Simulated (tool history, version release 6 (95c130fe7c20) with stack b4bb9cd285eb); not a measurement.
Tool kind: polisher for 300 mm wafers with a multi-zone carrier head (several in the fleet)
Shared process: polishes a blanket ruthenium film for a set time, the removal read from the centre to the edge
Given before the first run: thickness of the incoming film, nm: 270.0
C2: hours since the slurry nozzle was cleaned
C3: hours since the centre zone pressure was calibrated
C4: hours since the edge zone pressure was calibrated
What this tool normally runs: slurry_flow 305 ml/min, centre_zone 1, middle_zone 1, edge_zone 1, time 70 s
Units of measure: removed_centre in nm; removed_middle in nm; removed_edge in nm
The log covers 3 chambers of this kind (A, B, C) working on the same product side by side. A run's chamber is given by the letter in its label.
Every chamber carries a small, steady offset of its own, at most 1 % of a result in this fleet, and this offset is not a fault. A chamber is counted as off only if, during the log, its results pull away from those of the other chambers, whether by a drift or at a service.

{"run": "1C", "hour": 11.1, "slurry_flow": 305, "centre_zone": 1, "middle_zone": 1, "edge_zone": 1, "time": 70, "wafers polished on this pad": 377, "C2": 72, "C3": 637.6, "C4": 124.8, "removed_centre": 87.026, "removed_middle": 85.806, "removed_edge": 87.216}
{"hour": 13.3, "done": "chamber A: worn pad replaced by a new one"}
{"run": "2B", "hour": 24.8, "slurry_flow": 305, "centre_zone": 1, "middle_zone": 1, "edge_zone": 1, "time": 70, "wafers polished on this pad": 1283, "C2": 173.1, "C3": 535.8, "C4": 1266.1, "removed_centre": 85.886, "removed_middle": 85.936, "removed_edge": 86.878}
{"hour": 24.9, "done": "chamber B: worn pad replaced by a new one"}
{"run": "3A", "hour": 35.1, "slurry_flow": 305, "centre_zone": 1, "middle_zone": 1, "edge_zone": 1, "time": 70, "wafers polished on this pad": 259, "C2": 208.2, "C3": 211.7, "C4": 818, "removed_centre": 85.302, "removed_middle": 87.143, "removed_edge": 86.799}
{"hour": 36.3, "done": "chamber A: slurry nozzle cleaned"}
{"run": "4C", "hour": 48.2, "slurry_flow": 305, "centre_zone": 1, "middle_zone": 1, "edge_zone": 1, "time": 70, "wafers polished on this pad": 818, "C2": 109.1, "C3": 674.7, "C4": 161.9, "removed_centre": 86.074, "removed_middle": 85.611, "removed_edge": 87.935}
{"run": "5A", "hour": 60.9, "slurry_flow": 305, "centre_zone": 1, "middle_zone": 1, "edge_zone": 1, "time": 70, "wafers polished on this pad": 566, "C2": 24.7, "C3": 237.5, "C4": 843.8, "removed_centre": 86.297, "removed_middle": 87.472, "removed_edge": 86.794}
{"run": "6B", "hour": 69.6, "slurry_flow": 305, "centre_zone": 0.93, "middle_zone": 0.88, "edge_zone": 1, "time": 70, "wafers polished on this pad": 531, "C2": 217.9, "C3": 580.6, "C4": 1310.9, "removed_centre": 79.943, "removed_middle": 76.613, "removed_edge": 87.539}
{"run": "7B", "hour": 82.5, "slurry_flow": 305, "centre_zone": 0.93, "middle_zone": 0.88, "edge_zone": 1, "time": 70, "wafers polished on this pad": 685, "C2": 230.8, "C3": 593.5, "C4": 1323.8, "removed_centre": 80.138, "removed_middle": 76.49, "removed_edge": 87.496}
{"run": "8A", "hour": 92.5, "slurry_flow": 305, "centre_zone": 0.93, "middle_zone": 0.88, "edge_zone": 1, "time": 70, "wafers polished on this pad": 942, "C2": 56.3, "C3": 269.1, "C4": 875.4, "removed_centre": 78.582, "removed_middle": 76.736, "removed_edge": 87.272}
{"hour": 99.7, "done": "chamber B: edge zone pressure recalibrated"}
{"run": "9C", "hour": 99.9, "slurry_flow": 305, "centre_zone": 1, "middle_zone": 1, "edge_zone": 1, "time": 70, "wafers polished on this pad": 1433, "C2": 160.8, "C3": 726.4, "C4": 213.6, "removed_centre": 84.995, "removed_middle": 85.417, "removed_edge": 84.599}
{"hour": 105.6, "done": "chamber A: edge zone pressure recalibrated"}
{"run": "10C", "hour": 109.3, "slurry_flow": 305, "centre_zone": 1, "middle_zone": 1, "edge_zone": 1, "time": 91, "wafers polished on this pad": 1545, "C2": 170.2, "C3": 735.8, "C4": 223, "removed_centre": 109.71, "removed_middle": 108.89, "removed_edge": 111.68}
{"hour": 118.7, "done": "chamber B: worn pad replaced by a new one"}
{"run": "11B", "hour": 121.7, "slurry_flow": 305, "centre_zone": 1, "middle_zone": 1, "edge_zone": 1, "time": 91, "wafers polished on this pad": 36, "C2": 270, "C3": 632.7, "C4": 22.1, "removed_centre": 113.96, "removed_middle": 111.93, "removed_edge": 113.08}
{"hour": 123.1, "done": "chamber A: worn pad replaced by a new one"}
{"run": "12A", "hour": 127.9, "slurry_flow": 305, "centre_zone": 1, "middle_zone": 1, "edge_zone": 1, "time": 91, "wafers polished on this pad": 58, "C2": 91.7, "C3": 304.5, "C4": 22.4, "removed_centre": 111.6, "removed_middle": 112.91, "removed_edge": 113.22}
{"run": "13A", "hour": 134.0, "slurry_flow": 305, "centre_zone": 1, "middle_zone": 1, "edge_zone": 1, "time": 70, "wafers polished on this pad": 130, "C2": 97.8, "C3": 310.6, "C4": 28.5, "removed_centre": 85.567, "removed_middle": 87.078, "removed_edge": 86.323}
{"run": "14B", "hour": 147.8, "slurry_flow": 305, "centre_zone": 1, "middle_zone": 1, "edge_zone": 1, "time": 70, "wafers polished on this pad": 346, "C2": 296.1, "C3": 658.8, "C4": 48.2, "removed_centre": 86.497, "removed_middle": 85.705, "removed_edge": 87.95}
{"run": "15C", "hour": 160.0, "slurry_flow": 305, "centre_zone": 1, "middle_zone": 1, "edge_zone": 1, "time": 70, "wafers polished on this pad": 2148, "C2": 220.9, "C3": 786.5, "C4": 273.7, "removed_centre": 83.241, "removed_middle": 83.442, "removed_edge": 84.589}
{"run": "16B", "hour": 168.2, "slurry_flow": 305, "centre_zone": 1, "middle_zone": 1, "edge_zone": 1, "time": 70, "wafers polished on this pad": 589, "C2": 316.5, "C3": 679.2, "C4": 68.6, "removed_centre": 85.013, "removed_middle": 85.733, "removed_edge": 86.521}
{"run": "17A", "hour": 181.7, "slurry_flow": 305, "centre_zone": 1, "middle_zone": 1, "edge_zone": 1, "time": 70, "wafers polished on this pad": 698, "C2": 145.5, "C3": 358.3, "C4": 76.2, "removed_centre": 86.616, "removed_middle": 87.505, "removed_edge": 87.044}
{"run": "18C", "hour": 190.6, "slurry_flow": 305, "centre_zone": 1, "middle_zone": 1, "edge_zone": 1, "time": 61, "wafers polished on this pad": 2512, "C2": 251.5, "C3": 817.1, "C4": 304.3, "removed_centre": 72.135, "removed_middle": 72.127, "removed_edge": 73.682}
{"run": "19C", "hour": 204.1, "slurry_flow": 305, "centre_zone": 1, "middle_zone": 1, "edge_zone": 1, "time": 61, "wafers polished on this pad": 2672, "C2": 265, "C3": 830.6, "C4": 317.8, "removed_centre": 72.535, "removed_middle": 71.8, "removed_edge": 73.261}
{"run": "20B", "hour": 214.6, "slurry_flow": 305, "centre_zone": 1, "middle_zone": 1, "edge_zone": 1, "time": 61, "wafers polished on this pad": 1141, "C2": 362.9, "C3": 725.6, "C4": 115, "removed_centre": 76.612, "removed_middle": 74.122, "removed_edge": 76.588}
{"hour": 217.8, "done": "chamber A: worn pad replaced by a new one"}
{"run": "21A", "hour": 224.2, "slurry_flow": 305, "centre_zone": 1, "middle_zone": 1, "edge_zone": 1, "time": 70, "wafers polished on this pad": 76, "C2": 188, "C3": 400.8, "C4": 118.7, "removed_centre": 86.064, "removed_middle": 86.352, "removed_edge": 88.115}
{"hour": 232.4, "done": "chamber C: centre zone pressure recalibrated"}
{"run": "22B", "hour": 235.9, "slurry_flow": 305, "centre_zone": 1, "middle_zone": 1, "edge_zone": 1, "time": 70, "wafers polished on this pad": 1394, "C2": 384.2, "C3": 746.9, "C4": 136.3, "removed_centre": 87.475, "removed_middle": 85.75, "removed_edge": 86.181}
{"hour": 240.9, "done": "chamber B: worn pad replaced by a new one"}
{"run": "23A", "hour": 244.1, "slurry_flow": 305, "centre_zone": 1, "middle_zone": 1.1, "edge_zone": 1, "time": 91, "wafers polished on this pad": 313, "C2": 207.9, "C3": 420.7, "C4": 138.6, "removed_centre": 110.98, "removed_middle": 122.42, "removed_edge": 113}
{"hour": 251.6, "done": "chamber A: slurry nozzle cleaned"}
{"run": "24C", "hour": 253.5, "slurry_flow": 305, "centre_zone": 1, "middle_zone": 1.1, "edge_zone": 1, "time": 91, "wafers polished on this pad": 3260, "C2": 314.4, "C3": 21.2, "C4": 367.2, "removed_centre": 106.37, "removed_middle": 117.43, "removed_edge": 108.89}
{"run": "25C", "hour": 260.5, "slurry_flow": 305, "centre_zone": 1, "middle_zone": 1.1, "edge_zone": 1, "time": 91, "wafers polished on this pad": 3343, "C2": 321.4, "C3": 28.2, "C4": 374.2, "removed_centre": 108.15, "removed_middle": 115.05, "removed_edge": 106.77}
{"hour": 260.6, "done": "chamber B: slurry nozzle cleaned"}
{"run": "26A", "hour": 266.8, "slurry_flow": 305, "centre_zone": 1, "middle_zone": 1, "edge_zone": 1, "time": 70, "wafers polished on this pad": 583, "C2": 15.3, "C3": 443.4, "C4": 161.3, "removed_centre": 86.321, "removed_middle": 86.708, "removed_edge": 87.397}
{"hour": 270.2, "done": "chamber C: slurry nozzle cleaned"}
{"run": "27B", "hour": 277.7, "slurry_flow": 305, "centre_zone": 1, "middle_zone": 1, "edge_zone": 1, "time": 70, "wafers polished on this pad": 438, "C2": 17.2, "C3": 788.7, "C4": 178.1, "removed_centre": 87.365, "removed_middle": 86.673, "removed_edge": 86.255}
{"run": "28B", "hour": 287.5, "slurry_flow": 305, "centre_zone": 1, "middle_zone": 1, "edge_zone": 1, "time": 70, "wafers polished on this pad": 554, "C2": 27, "C3": 798.5, "C4": 187.9, "removed_centre": 86.807, "removed_middle": 84.591, "removed_edge": 87.933}
{"run": "29A", "hour": 296.1, "slurry_flow": 305, "centre_zone": 1, "middle_zone": 1, "edge_zone": 1, "time": 70, "wafers polished on this pad": 932, "C2": 44.6, "C3": 472.7, "C4": 190.6, "removed_centre": 85.475, "removed_middle": 87.254, "removed_edge": 87.06}
{"run": "30C", "hour": 309.5, "slurry_flow": 305, "centre_zone": 1, "middle_zone": 1, "edge_zone": 1, "time": 70, "wafers polished on this pad": 3926, "C2": 39.4, "C3": 77.2, "C4": 423.2, "removed_centre": 80.045, "removed_middle": 80.031, "removed_edge": 81.876}
{"run": "31C", "hour": 318.5, "slurry_flow": 305, "centre_zone": 1, "middle_zone": 1, "edge_zone": 1, "time": 70, "wafers polished on this pad": 4033, "C2": 48.4, "C3": 86.2, "C4": 432.2, "removed_centre": 80.466, "removed_middle": 80.677, "removed_edge": 80.585}
{"hour": 323.8, "done": "chamber A: worn pad replaced by a new one"}
{"run": "32B", "hour": 331.5, "slurry_flow": 305, "centre_zone": 1, "middle_zone": 1, "edge_zone": 1, "time": 70, "wafers polished on this pad": 1078, "C2": 71, "C3": 842.5, "C4": 231.9, "removed_centre": 86.575, "removed_middle": 86.879, "removed_edge": 87.229}
{"run": "33A", "hour": 338.4, "slurry_flow": 305, "centre_zone": 1, "middle_zone": 1, "edge_zone": 1, "time": 51, "wafers polished on this pad": 174, "C2": 86.9, "C3": 515, "C4": 232.9, "removed_centre": 61.648, "removed_middle": 63.144, "removed_edge": 63.539}

Which is it: a chamber that has drifted or been left off by a service, a gauge drift common to all chambers, or only each chamber's usual small offset? If a chamber is off, name it and its likeliest cause.

One chamber, C, drifts off from the rest bit by bit.
What lies behind it: removal rate lost through wear of the pad, % = 7.37.

Which of the 4 candidates below, each the usual settings with something changed and its results left as question marks, puts chamber C back in line with what the other chambers give on the usual settings?
In-line tolerance around the mean of the other chambers on the usual settings: removed_centre 2 nm; removed_middle 1.9 nm; removed_edge 2.7 nm
{"run": "34C-1", "hour": 348.5, "slurry_flow": 305, "centre_zone": 1, "middle_zone": 1, "edge_zone": 1, "time": 67, "removed_centre": "?", "removed_middle": "?", "removed_edge": "?"}
{"run": "34C-2", "hour": 348.5, "slurry_flow": 305, "centre_zone": 0.99, "middle_zone": 1.01, "edge_zone": 1, "time": 76, "removed_centre": "?", "removed_middle": "?", "removed_edge": "?"}
{"run": "34C-3", "hour": 348.5, "slurry_flow": 305, "centre_zone": 1.01, "middle_zone": 0.99, "edge_zone": 1, "time": 65, "removed_centre": "?", "removed_middle": "?", "removed_edge": "?"}
{"run": "34C-4", "hour": 348.5, "slurry_flow": 305, "centre_zone": 1, "middle_zone": 1, "edge_zone": 1, "time": 73, "removed_centre": "?", "removed_middle": "?", "removed_edge": "?"}

Usual-settings mean across the other chambers: removed_centre 86.17 nm; removed_middle 86.444 nm; removed_edge 87.33 nm
run=34C-1 removed_centre=77.001 removed_middle=76.251 removed_edge=77.819
run=34C-2 removed_centre=86.38 removed_middle=87.289 removed_edge=88.26
run=34C-3 removed_centre=75.527 removed_middle=73.295 removed_edge=75.507
run=34C-4 removed_centre=83.897 removed_middle=83.08 removed_edge=84.788
Change 34C-2 lands the chamber within the allowed miss of the other chambers.
